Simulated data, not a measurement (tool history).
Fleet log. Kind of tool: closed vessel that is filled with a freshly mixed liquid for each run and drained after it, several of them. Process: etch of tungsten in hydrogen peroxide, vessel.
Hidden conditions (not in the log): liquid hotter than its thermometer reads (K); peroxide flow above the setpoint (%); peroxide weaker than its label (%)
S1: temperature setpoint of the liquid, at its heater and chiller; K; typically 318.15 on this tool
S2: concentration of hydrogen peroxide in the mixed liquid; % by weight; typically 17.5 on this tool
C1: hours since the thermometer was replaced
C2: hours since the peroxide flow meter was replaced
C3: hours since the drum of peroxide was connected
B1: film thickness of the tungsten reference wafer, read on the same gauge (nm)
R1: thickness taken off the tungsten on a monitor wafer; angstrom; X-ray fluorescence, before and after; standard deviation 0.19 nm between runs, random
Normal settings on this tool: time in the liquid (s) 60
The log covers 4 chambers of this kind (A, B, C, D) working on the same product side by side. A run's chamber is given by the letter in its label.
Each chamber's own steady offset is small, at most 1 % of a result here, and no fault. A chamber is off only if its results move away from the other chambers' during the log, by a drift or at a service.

run 1B hour=9.8 | S1=318.15 S2=17.5 time_in_the_liquid_(s)=60 | C1=658.7 C2=519.5 C3=460.8 | B1=30.007 | R1=543.30
-- hour=18.3 chamber B: new drum of peroxide connected
run 2D hour=23.4 | S1=318.15 S2=17.5 time_in_the_liquid_(s)=60 | C1=1953.2 C2=776.3 C3=557.6 | B1=29.990 | R1=543.62
run 3C hour=30.5 | S1=318.15 S2=17.5 time_in_the_liquid_(s)=60 | C1=1070.7 C2=404.2 C3=330.3 | B1=30.022 | R1=549.59
run 4A hour=42.8 | S1=318.15 S2=17.5 time_in_the_liquid_(s)=60 | C1=430.1 C2=145.5 C3=570.0 | B1=29.992 | R1=547.70
run 5D hour=50.6 | S1=318.15 S2=17.5 time_in_the_liquid_(s)=45 | C1=1980.4 C2=803.5 C3=584.8 | B1=30.015 | R1=407.17
run 6C hour=64.8 | S1=318.15 S2=17.5 time_in_the_liquid_(s)=45 | C1=1105.0 C2=438.5 C3=364.6 | B1=30.004 | R1=412.32
run 7B hour=78.3 | S1=318.15 S2=17.5 time_in_the_liquid_(s)=45 | C1=727.2 C2=588.0 C3=60.1 | B1=30.007 | R1=409.30
run 8A hour=91.2 | S1=318.15 S2=17.5 time_in_the_liquid_(s)=45 | C1=478.5 C2=193.9 C3=618.4 | B1=30.004 | R1=408.81
run 9D hour=106.2 | S1=318.15 S2=17.5 time_in_the_liquid_(s)=60 | C1=2036.0 C2=859.1 C3=640.4 | B1=29.997 | R1=543.60
-- hour=114.7 chamber C: thermometer replaced
run 10A hour=115.3 | S1=318.15 S2=17.5 time_in_the_liquid_(s)=85 | C1=502.6 C2=218.0 C3=642.5 | B1=30.020 | R1=772.39
run 11C hour=129.8 | S1=318.15 S2=17.5 time_in_the_liquid_(s)=85 | C1=15.2 C2=503.5 C3=429.6 | B1=29.995 | R1=778.15
run 12B hour=138.1 | S1=318.15 S2=17.5 time_in_the_liquid_(s)=85 | C1=787.0 C2=647.8 C3=119.9 | B1=30.010 | R1=777.04
run 13C hour=147.4 | S1=318.15 S2=17.5 time_in_the_liquid_(s)=85 | C1=32.8 C2=521.1 C3=447.2 | B1=29.989 | R1=783.15
run 14B hour=160.8 | S1=318.15 S2=17.5 time_in_the_liquid_(s)=60 | C1=809.7 C2=670.5 C3=142.6 | B1=29.989 | R1=546.07
run 15D hour=175.6 | S1=318.15 S2=17.5 time_in_the_liquid_(s)=60 | C1=2105.4 C2=928.5 C3=709.8 | B1=30.027 | R1=543.87
run 16A hour=185.4 | S1=318.15 S2=17.5 time_in_the_liquid_(s)=60 | C1=572.7 C2=288.1 C3=712.6 | B1=29.986 | R1=542.87
run 17D hour=192.5 | S1=318.15 S2=20.0 time_in_the_liquid_(s)=60 | C1=2122.3 C2=945.4 C3=726.7 | B1=29.976 | R1=577.47
run 18A hour=206.8 | S1=318.15 S2=20.0 time_in_the_liquid_(s)=60 | C1=594.1 C2=309.5 C3=734.0 | B1=30.008 | R1=585.24
run 19B hour=218.8 | S1=318.15 S2=20.0 time_in_the_liquid_(s)=60 | C1=867.7 C2=728.5 C3=200.6 | B1=30.007 | R1=588.00
run 20C hour=230.8 | S1=318.15 S2=20.0 time_in_the_liquid_(s)=60 | C1=116.2 C2=604.5 C3=530.6 | B1=30.004 | R1=587.79
run 21B hour=242.5 | S1=318.15 S2=17.5 time_in_the_liquid_(s)=60 | C1=891.4 C2=752.2 C3=224.3 | B1=30.004 | R1=550.78
run 22D hour=252.6 | S1=318.15 S2=17.5 time_in_the_liquid_(s)=60 | C1=2182.4 C2=1005.5 C3=786.8 | B1=29.989 | R1=541.04
run 23C hour=263.3 | S1=318.15 S2=17.5 time_in_the_liquid_(s)=60 | C1=148.7 C2=637.0 C3=563.1 | B1=29.997 | R1=550.23
-- hour=274.7 chamber B: peroxide flow meter replaced
run 24A hour=278.7 | S1=312.65 S2=17.5 time_in_the_liquid_(s)=60 | C1=666.0 C2=381.4 C3=805.9 | B1=30.006 | R1=385.82
run 25D hour=289.4 | S1=312.65 S2=17.5 time_in_the_liquid_(s)=60 | C1=2219.2 C2=1042.3 C3=823.6 | B1=29.984 | R1=383.95
-- hour=295.8 chamber A: peroxide flow meter replaced
run 26A hour=296.8 | S1=312.65 S2=17.5 time_in_the_liquid_(s)=60 | C1=684.1 C2=1.0 C3=824.0 | B1=30.028 | R1=384.55
run 27C hour=308.4 | S1=312.65 S2=17.5 time_in_the_liquid_(s)=60 | C1=193.8 C2=682.1 C3=608.2 | B1=30.005 | R1=383.29
run 28B hour=319.4 | S1=318.15 S2=17.5 time_in_the_liquid_(s)=60 | C1=968.3 C2=44.8 C3=301.2 | B1=29.990 | R1=554.49
run 29A hour=332.7 | S1=318.15 S2=17.5 time_in_the_liquid_(s)=60 | C1=720.0 C2=36.9 C3=859.9 | B1=29.995 | R1=542.12
run 30C hour=345.9 | S1=318.15 S2=17.5 time_in_the_liquid_(s)=60 | C1=231.3 C2=719.6 C3=645.7 | B1=30.014 | R1=549.79
run 31D hour=360.5 | S1=318.15 S2=17.5 time_in_the_liquid_(s)=60 | C1=2290.3 C2=1113.4 C3=894.7 | B1=30.000 | R1=541.91
run 32B hour=374.2 | S1=318.15 S2=17.5 time_in_the_liquid_(s)=60 | C1=1023.1 C2=99.6 C3=356.0 | B1=29.991 | R1=557.79
run 33D hour=383.6 | S1=318.15 S2=17.5 time_in_the_liquid_(s)=60 | C1=2313.4 C2=1136.5 C3=917.8 | B1=30.004 | R1=543.40
-- hour=396.1 chamber A: new drum of peroxide connected
run 34B hour=396.6 | S1=318.15 S2=17.5 time_in_the_liquid_(s)=60 | C1=1045.5 C2=122.0 C3=378.4 | B1=29.988 | R1=558.91
run 35C hour=405.9 | S1=318.15 S2=17.5 time_in_the_liquid_(s)=60 | C1=291.3 C2=779.6 C3=705.7 | B1=29.980 | R1=549.53
run 36A hour=418.0 | S1=318.15 S2=17.5 time_in_the_liquid_(s)=60 | C1=805.3 C2=122.2 C3=22.0 | B1=29.989 | R1=544.90
run 37A hour=429.1 | S1=318.15 S2=17.5 time_in_the_liquid_(s)=60 | C1=816.4 C2=133.3 C3=33.1 | B1=30.003 | R1=544.51
run 38C hour=439.3 | S1=318.15 S2=17.5 time_in_the_liquid_(s)=60 | C1=324.7 C2=813.0 C3=739.1 | B1=30.001 | R1=550.59

Next, all 4 chambers run the settings below, one line each with question marks for the results. What does each chamber give?
run 39A hour=450.6 | S1=318.15 S2=17.5 time_in_the_liquid_(s)=60 | R1=?
run 39B hour=450.6 | S1=318.15 S2=17.5 time_in_the_liquid_(s)=60 | R1=?
run 39C hour=450.6 | S1=318.15 S2=17.5 time_in_the_liquid_(s)=60 | R1=?
run 39D hour=450.6 | S1=318.15 S2=17.5 time_in_the_liquid_(s)=60 | R1=?

run=39A R1=548.13
run=39B R1=562.96
run=39C R1=548.91
run=39D R1=538.65
